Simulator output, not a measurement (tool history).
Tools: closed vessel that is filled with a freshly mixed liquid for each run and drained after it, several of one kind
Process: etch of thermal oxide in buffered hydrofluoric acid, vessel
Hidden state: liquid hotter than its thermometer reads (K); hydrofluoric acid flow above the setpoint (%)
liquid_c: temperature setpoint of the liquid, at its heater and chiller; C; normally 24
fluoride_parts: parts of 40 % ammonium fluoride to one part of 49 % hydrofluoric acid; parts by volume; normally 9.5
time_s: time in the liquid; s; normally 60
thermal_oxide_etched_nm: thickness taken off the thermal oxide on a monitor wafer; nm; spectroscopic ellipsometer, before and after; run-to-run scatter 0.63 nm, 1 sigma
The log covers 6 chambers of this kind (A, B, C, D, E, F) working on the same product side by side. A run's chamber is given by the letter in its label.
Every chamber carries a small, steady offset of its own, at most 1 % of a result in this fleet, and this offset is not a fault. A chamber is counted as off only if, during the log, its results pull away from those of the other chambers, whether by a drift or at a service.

run,hour,liquid_c,fluoride_parts,time_s,hours since the thermometer was replaced,hours since the hydrofluoric acid flow meter was replaced,"read-back film thickness of the thermal oxide reference wafer, read on the same gauge (nm)",thermal_oxide_etched_nm
1F,7.3,24,9.5,60,1036,248.2,130.02,71.286
2A,12.8,24,9.5,60,365.4,183.7,130.03,71.675
3C,18.3,24,9.5,60,1229,493.7,130.05,72.992
4E,27.9,24,9.5,60,1587.5,377.8,130.01,72.449
5B,33.4,24,9.5,60,572.5,1855.8,130.02,71.973
6D,42.9,24,9.5,60,1106.7,125.6,129.99,71.849
7A,48.7,24,9.5,60,401.3,219.6,129.99,70.236
8B,55.3,24,9.5,60,594.4,1877.7,130,71.321
# hour 57.5: chamber C: hydrofluoric acid flow meter replaced
9E,63.3,21.5,8,60,1622.9,413.2,129.96,72.208
10C,68.8,21.5,8,60,1279.5,11.3,130.04,74.844
11F,78.6,21.5,8,60,1107.3,319.5,129.99,73.374
12D,85.8,21.5,8,60,1149.6,168.5,130.01,74.557
13E,94.1,21.5,8,60,1653.7,444,129.97,73.52
14C,98.7,21.5,8,60,1309.4,41.2,130,74.123
15B,108.4,26.5,9.5,60,647.5,1930.8,130.02,82.285
# hour 112.2: chamber C: thermometer replaced
16F,116.7,26.5,9.5,60,1145.4,357.6,130,82.27
17D,124.6,26.5,9.5,60,1188.4,207.3,130,82.718
18A,134.1,26.5,9.5,60,486.7,305,129.99,82.395
19E,143.2,26.5,9.5,60,1702.8,493.1,130,81.89
20A,148.9,26.5,9.5,60,501.5,319.8,129.95,81.295
21B,154.8,24,9.5,60,693.9,1977.2,130.01,71.9
22D,160.7,24,9.5,60,1224.5,243.4,130,73.173
23F,167,24,9.5,60,1195.7,407.9,130.06,72.427
24C,173.9,24,9.5,60,61.8,116.4,130.02,72.366
25E,182.4,24,9.5,40,1742,532.3,129.97,47.56
26D,187.7,24,9.5,40,1251.5,270.4,130.04,47.901
27C,192.5,24,9.5,40,80.4,135,129.99,48.184
28B,199.8,24,9.5,40,738.9,2022.2,130,50.54
29A,204.5,24,9.5,40,557.1,375.4,130.02,46.931
30F,213.8,24,9.5,40,1242.5,454.7,130.01,47.514
31E,220.8,24,9.5,60,1780.4,570.7,130.04,70.605
32B,225.4,24,9.5,60,764.5,2047.8,130,76.112
33C,235,24,9.5,60,122.9,177.5,130.01,71.977
# hour 237.3: chamber E: thermometer replaced
34D,244.9,24,9.5,60,1308.7,327.6,129.98,72.008
35F,254.2,24,9.5,60,1282.9,495.1,129.98,72.595
36A,262.5,24,9.5,60,615.1,433.4,129.99,70.961
37A,268.9,26.5,9.5,60,621.5,439.8,130.01,82.52
# hour 274.2: chamber B: hydrofluoric acid flow meter replaced
38C,276.6,26.5,9.5,60,164.5,219.1,130.02,82.195
39E,282.2,26.5,9.5,60,45,632.1,129.97,82.244
40B,287.1,26.5,9.5,60,826.2,13,130.05,91.565
41F,296.5,26.5,9.5,60,1325.2,537.4,129.99,83.66
42D,304.6,26.5,9.5,60,1368.4,387.3,130.03,82.605
43E,310.7,24,9.5,60,73.5,660.6,129.99,70.904

The same settings go to every chamber for the next run, one line per chamber below. Forecast the results for each:
44A,317.7,19.5,9.5,60,,,,?
44B,317.7,19.5,9.5,60,,,,?
44C,317.7,19.5,9.5,60,,,,?
44D,317.7,19.5,9.5,60,,,,?
44E,317.7,19.5,9.5,60,,,,?
44F,317.7,19.5,9.5,60,,,,?

run,thermal_oxide_etched_nm
44A,55.722
44B,63.493
44C,56.123
44D,55.799
44E,56.365
44F,56.081

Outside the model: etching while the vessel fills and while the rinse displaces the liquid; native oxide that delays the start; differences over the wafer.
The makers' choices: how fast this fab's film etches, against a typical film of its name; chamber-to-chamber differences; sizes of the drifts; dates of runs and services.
